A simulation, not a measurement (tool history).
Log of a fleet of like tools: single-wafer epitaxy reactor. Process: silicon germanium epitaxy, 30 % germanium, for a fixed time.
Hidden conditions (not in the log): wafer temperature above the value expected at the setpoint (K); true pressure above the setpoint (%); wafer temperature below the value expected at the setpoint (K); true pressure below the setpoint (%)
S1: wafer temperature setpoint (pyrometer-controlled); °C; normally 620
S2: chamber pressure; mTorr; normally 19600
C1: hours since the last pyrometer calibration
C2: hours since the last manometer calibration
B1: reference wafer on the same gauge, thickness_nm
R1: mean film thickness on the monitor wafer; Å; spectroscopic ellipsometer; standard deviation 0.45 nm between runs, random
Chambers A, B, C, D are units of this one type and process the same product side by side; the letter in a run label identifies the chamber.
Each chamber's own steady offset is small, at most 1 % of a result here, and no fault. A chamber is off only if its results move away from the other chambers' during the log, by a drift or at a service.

run   hour   S1     S2      C1      C2      B1      R1
 1D   13.9  620  19600  1172.7  2457.9  66.953  843.53
 2C   23.6  620  19600   980.1  1392.1  67.016   844.8
 3A   34.4  620  19600    86.9  1892.4  67.012  837.97
 4B     42  620  19600   935.1    1323  67.098  841.01
 5A   50.5  620  19600     103  1908.5  67.032   832.8
 6B   58.9  620  19600     952  1339.9  67.011  841.93
 7D   71.9  615  19600  1230.7  2515.9  66.985  769.13
      80.5  -- chamber C: capacitance manometer re-zeroed and calibrated
 8C   82.6  615  19600  1039.1     2.2  67.032  765.11
      88.9  -- chamber D: capacitance manometer re-zeroed and calibrated
 9B   89.6  615  19600   982.7  1370.6  66.957  765.99
10D    102  615  19600  1260.8    13.2  66.994  766.62
11A  111.7  620  19600   164.2  1969.7  67.052  837.32
12C  119.9  606  16300  1076.4    39.5  66.956  610.73
13D  133.3  606  16300  1292.1    44.5  67.079  604.69
14B  141.1  606  16300  1034.2  1422.1  67.036  609.93
15A  151.2  606  16300   203.7  2009.2  66.984   604.8
16C  164.2  620  19600  1120.7    83.8  67.004  837.47
17C    179  620  19600  1135.5    98.6   66.99  829.42
     183.8  -- chamber C: pyrometer calibrated
18B  194.5  620  19600  1087.6  1475.5  66.959  844.59
19A  206.3  620  19600   258.8  2064.3   66.91  837.23
20D    217  620  19600  1375.8   128.2  66.936  843.45
21B  228.4  620  19600  1121.5  1509.4  66.977  840.38
     231.7  -- chamber A: capacitance manometer re-zeroed and calibrated
22C  242.7  620  19600      59   162.3  67.044   795.8
23D  251.8  620  19600  1410.6     163  66.963  846.02
24A  260.7  620  19600   313.2    29.1  66.946   832.4
25A  272.5  628  19600     325    40.9  66.967  954.27
26B  283.8  628  19600  1176.9  1564.8  67.011  971.03
27C  291.2  628  19600   107.5   210.8   66.99  916.71
28D  301.3  628  19600  1460.1   212.5  66.949  962.29
29D  312.2  620  19600    1471   223.4   66.98  845.91
30A  323.3  620  19600   375.8    91.7  67.023  838.51
31B  338.6  620  19600  1231.7  1619.6  66.924   843.2
32C  346.3  620  19600   162.6   265.9  66.995  799.29
33D  354.3  620  19600  1513.1   265.5  67.016  848.36
34B  363.5  620  19600  1256.6  1644.5  66.898  834.84
35A  378.7  620  19600   431.2   147.1  67.024  831.79
36C  388.2  620  19600   204.5   307.8  66.917  792.77
37A  396.4  614  24000   448.9   164.8  66.993  814.57
38C  403.6  614  24000   219.9   323.2  67.073  777.33
39B  419.9  614  24000    1313  1700.9  67.082  815.06
40D  427.1  614  24000  1585.9   338.3  66.889  824.27

All chambers now run identical settings, listed one chamber a line with results as question marks. What results will each chamber show?
41A  438.8  620  19600               ?
41B  438.8  620  19600               ?
41C  438.8  620  19600               ?
41D  438.8  620  19600               ?

run      R1
41A  833.26
41B  848.67
41C  795.37
41D  847.48
